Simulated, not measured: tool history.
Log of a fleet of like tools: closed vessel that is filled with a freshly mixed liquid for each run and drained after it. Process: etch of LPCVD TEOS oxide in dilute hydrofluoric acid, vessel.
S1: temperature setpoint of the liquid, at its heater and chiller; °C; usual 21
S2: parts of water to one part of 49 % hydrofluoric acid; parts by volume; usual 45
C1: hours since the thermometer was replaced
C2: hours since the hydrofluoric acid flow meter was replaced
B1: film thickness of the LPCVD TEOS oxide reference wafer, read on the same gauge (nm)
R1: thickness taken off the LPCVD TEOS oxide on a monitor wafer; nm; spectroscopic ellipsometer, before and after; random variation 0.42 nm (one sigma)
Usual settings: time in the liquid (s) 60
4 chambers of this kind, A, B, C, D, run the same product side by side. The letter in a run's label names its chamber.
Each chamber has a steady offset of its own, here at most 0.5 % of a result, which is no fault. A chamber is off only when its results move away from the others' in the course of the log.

run 1C day=0.246 | S1=21 S2=45 time_in_the_liquid_(s)=60 | C1=787.8 C2=686.7 | B1=90.003 | R1=69.193
run 2B day=0.471 | S1=21 S2=45 time_in_the_liquid_(s)=60 | C1=389.2 C2=1140.9 | B1=90.018 | R1=68.647
run 3D day=0.862 | S1=21 S2=45 time_in_the_liquid_(s)=60 | C1=1172.4 C2=345 | B1=90.008 | R1=69.425
-- day=1.012 chamber C: hydrofluoric acid flow meter replaced
run 4A day=1.258 | S1=21 S2=45 time_in_the_liquid_(s)=60 | C1=1526.2 C2=1141.6 | B1=89.99 | R1=69.381
run 5B day=1.567 | S1=21 S2=45 time_in_the_liquid_(s)=60 | C1=415.5 C2=1167.2 | B1=89.98 | R1=69.854
run 6D day=1.8 | S1=21 S2=45 time_in_the_liquid_(s)=60 | C1=1194.9 C2=367.5 | B1=90.011 | R1=70.434
run 7A day=2.042 | S1=21 S2=45 time_in_the_liquid_(s)=60 | C1=1545 C2=1160.4 | B1=89.994 | R1=69.786
-- day=2.371 chamber B: hydrofluoric acid flow meter replaced
run 8C day=2.371 | S1=21 S2=60 time_in_the_liquid_(s)=60 | C1=838.8 C2=32.7 | B1=90.002 | R1=51.506
run 9B day=2.758 | S1=21 S2=60 time_in_the_liquid_(s)=60 | C1=444.1 C2=9.3 | B1=90.006 | R1=51.528
run 10C day=2.962 | S1=21 S2=60 time_in_the_liquid_(s)=60 | C1=853 C2=46.9 | B1=90.01 | R1=50.989
run 11D day=3.317 | S1=21 S2=60 time_in_the_liquid_(s)=60 | C1=1231.3 C2=403.9 | B1=90.001 | R1=50.86
run 12A day=3.496 | S1=21 S2=45 time_in_the_liquid_(s)=60 | C1=1579.9 C2=1195.3 | B1=89.995 | R1=69.282
run 13A day=3.888 | S1=21 S2=45 time_in_the_liquid_(s)=60 | C1=1589.3 C2=1204.7 | B1=89.99 | R1=69.743
run 14B day=4.212 | S1=23.5 S2=55 time_in_the_liquid_(s)=60 | C1=479 C2=44.2 | B1=90.009 | R1=63.043
run 15D day=4.4 | S1=23.5 S2=55 time_in_the_liquid_(s)=60 | C1=1257.3 C2=429.9 | B1=90.006 | R1=63.195
run 16C day=4.667 | S1=23.5 S2=55 time_in_the_liquid_(s)=60 | C1=893.9 C2=87.8 | B1=90.01 | R1=62.622
run 17D day=4.854 | S1=23.5 S2=55 time_in_the_liquid_(s)=60 | C1=1268.2 C2=440.8 | B1=90.007 | R1=62.18
run 18B day=5.075 | S1=21 S2=45 time_in_the_liquid_(s)=60 | C1=499.7 C2=64.9 | B1=89.995 | R1=69.726
run 19A day=5.4 | S1=21 S2=45 time_in_the_liquid_(s)=60 | C1=1625.6 C2=1241 | B1=90.001 | R1=70.449
run 20C day=5.717 | S1=21 S2=45 time_in_the_liquid_(s)=60 | C1=919.1 C2=113 | B1=89.993 | R1=70.16
run 21D day=5.908 | S1=21 S2=45 time_in_the_liquid_(s)=90 | C1=1293.5 C2=466.1 | B1=90.004 | R1=105.31
-- day=6.167 chamber A: hydrofluoric acid flow meter replaced
run 22B day=6.167 | S1=21 S2=45 time_in_the_liquid_(s)=90 | C1=525.9 C2=91.1 | B1=89.996 | R1=104.72
run 23A day=6.45 | S1=21 S2=45 time_in_the_liquid_(s)=90 | C1=1650.8 C2=6.9 | B1=90.032 | R1=107.27
run 24C day=6.7 | S1=21 S2=45 time_in_the_liquid_(s)=90 | C1=942.7 C2=136.6 | B1=90.001 | R1=104.39

Is one chamber off against the others, does the gauge drift, or is nothing wrong? If a chamber is off, say which, and what the likeliest cause is.

Chamber A drifts away from the others.
Cause: liquid hotter than its thermometer reads (K) = 0.976.

Here are 4 candidates for chamber A's next run, each the usual settings with a change, their results left as question marks. Which one brings its results back in line with what the others give on the usual settings?
In line means no further than this from the other chambers' mean on the usual settings: R1 1.5 nm
run 25A-1 day=6.988 | S1=22 S2=45 time_in_the_liquid_(s)=60 | R1=?
run 25A-2 day=6.988 | S1=19 S2=45 time_in_the_liquid_(s)=60 | R1=?
run 25A-3 day=6.988 | S1=21 S2=45 time_in_the_liquid_(s)=65 | R1=?
run 25A-4 day=6.988 | S1=20 S2=45 time_in_the_liquid_(s)=60 | R1=?

The other chambers' mean on the usual settings: R1 69.699 nm
run=25A-1 R1=75.517
run=25A-2 R1=66.577
run=25A-3 R1=78.493
run=25A-4 R1=69.465
25A-4 brings the chamber back in line.

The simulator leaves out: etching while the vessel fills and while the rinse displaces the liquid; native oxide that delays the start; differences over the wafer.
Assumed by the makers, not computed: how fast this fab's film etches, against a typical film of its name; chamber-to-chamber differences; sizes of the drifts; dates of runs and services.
